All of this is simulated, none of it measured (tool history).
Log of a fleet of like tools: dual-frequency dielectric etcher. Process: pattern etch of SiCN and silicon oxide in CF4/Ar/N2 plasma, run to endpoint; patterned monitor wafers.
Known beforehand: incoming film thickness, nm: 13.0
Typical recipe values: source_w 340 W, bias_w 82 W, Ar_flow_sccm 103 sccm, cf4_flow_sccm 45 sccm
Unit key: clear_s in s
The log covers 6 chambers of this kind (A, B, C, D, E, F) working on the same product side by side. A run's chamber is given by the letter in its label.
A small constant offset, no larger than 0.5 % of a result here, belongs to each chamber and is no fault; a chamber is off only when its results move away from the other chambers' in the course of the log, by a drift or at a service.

Run 1D, hour 3.9: usual settings. Result: clear_s 19.791 s.
Run 2B, hour 7.7: usual settings. Result: clear_s 19.827 s.
Run 3F, hour 12.2: usual settings. Result: clear_s 19.935 s.
Run 4E, hour 15.9: usual settings. Result: clear_s 19.544 s.
Run 5A, hour 19.2: usual settings. Result: clear_s 19.78 s.
Run 6C, hour 22.5: usual settings. Result: clear_s 19.57 s.
Run 7A, hour 27.1: usual settings. Result: clear_s 19.687 s.
Run 8E, hour 31.6: usual settings. Result: clear_s 19.736 s.
Run 9D, hour 35.7: usual settings. Result: clear_s 19.874 s.
Run 10C, hour 40.4: usual settings. Result: clear_s 19.739 s.
Run 11B, hour 44.7: usual settings. Result: clear_s 19.821 s.
Run 12F, hour 47.7: usual settings. Result: clear_s 19.729 s.
Run 13B, hour 50.1: usual settings. Result: clear_s 19.927 s.
Run 14D, hour 52.5: usual settings. Result: clear_s 19.953 s.
Run 15E, hour 56.9: usual settings. Result: clear_s 19.772 s.
Run 16C, hour 61.4: usual settings. Result: clear_s 19.66 s.
Run 17A, hour 64.3: usual settings. Result: clear_s 19.639 s.
Run 18F, hour 67.1: usual settings. Result: clear_s 19.912 s.
Run 19F, hour 70.1: usual settings. Result: clear_s 19.973 s.
Run 20B, hour 74.6: usual settings. Result: clear_s 19.694 s.
Run 21A, hour 77.6: usual settings. Result: clear_s 19.657 s.
At hour 80.8: chamber E: wet clean of the chamber.
Run 22C, hour 81.5: usual settings. Result: clear_s 19.731 s.
Run 23D, hour 86.4: usual settings. Result: clear_s 19.941 s.
Run 24E, hour 91.1: usual settings but Ar_flow_sccm 83 sccm. Result: clear_s 19.199 s.
Run 25A, hour 95.6: usual settings but Ar_flow_sccm 83 sccm. Result: clear_s 19.114 s.
Run 26D, hour 99.4: usual settings but Ar_flow_sccm 83 sccm. Result: clear_s 19.252 s.
Run 27F, hour 102.6: usual settings but Ar_flow_sccm 83 sccm. Result: clear_s 19.253 s.
Run 28B, hour 107.7: usual settings but Ar_flow_sccm 83 sccm. Result: clear_s 19.45 s.
Run 29E, hour 112: usual settings but Ar_flow_sccm 83 sccm. Result: clear_s 19.123 s.
Run 30C, hour 116.1: usual settings. Result: clear_s 19.847 s.
Run 31C, hour 118.7: usual settings. Result: clear_s 19.758 s.
Run 32E, hour 122.9: usual settings. Result: clear_s 19.701 s.
Run 33D, hour 126.6: usual settings. Result: clear_s 19.837 s.
Run 34F, hour 129.3: usual settings. Result: clear_s 19.746 s.
Run 35A, hour 131.6: usual settings. Result: clear_s 19.442 s.
Run 36B, hour 134: usual settings but source_w 410 W. Result: clear_s 17.304 s.
Run 37F, hour 139.1: usual settings but source_w 410 W. Result: clear_s 16.857 s.
Run 38C, hour 141.5: usual settings but source_w 410 W. Result: clear_s 16.936 s.

Each of the 6 chambers runs these same settings next. Fill in every chamber's results:
Run 39A, hour 145.2: usual settings. Result: clear_s ?.
Run 39B, hour 145.2: usual settings. Result: clear_s ?.
Run 39C, hour 145.2: usual settings. Result: clear_s ?.
Run 39D, hour 145.2: usual settings. Result: clear_s ?.
Run 39E, hour 145.2: usual settings. Result: clear_s ?.
Run 39F, hour 145.2: usual settings. Result: clear_s ?.

run  clear_s
39A   19.663
39B   20.171
39C   19.837
39D   19.662
39E   19.662
39F   19.762
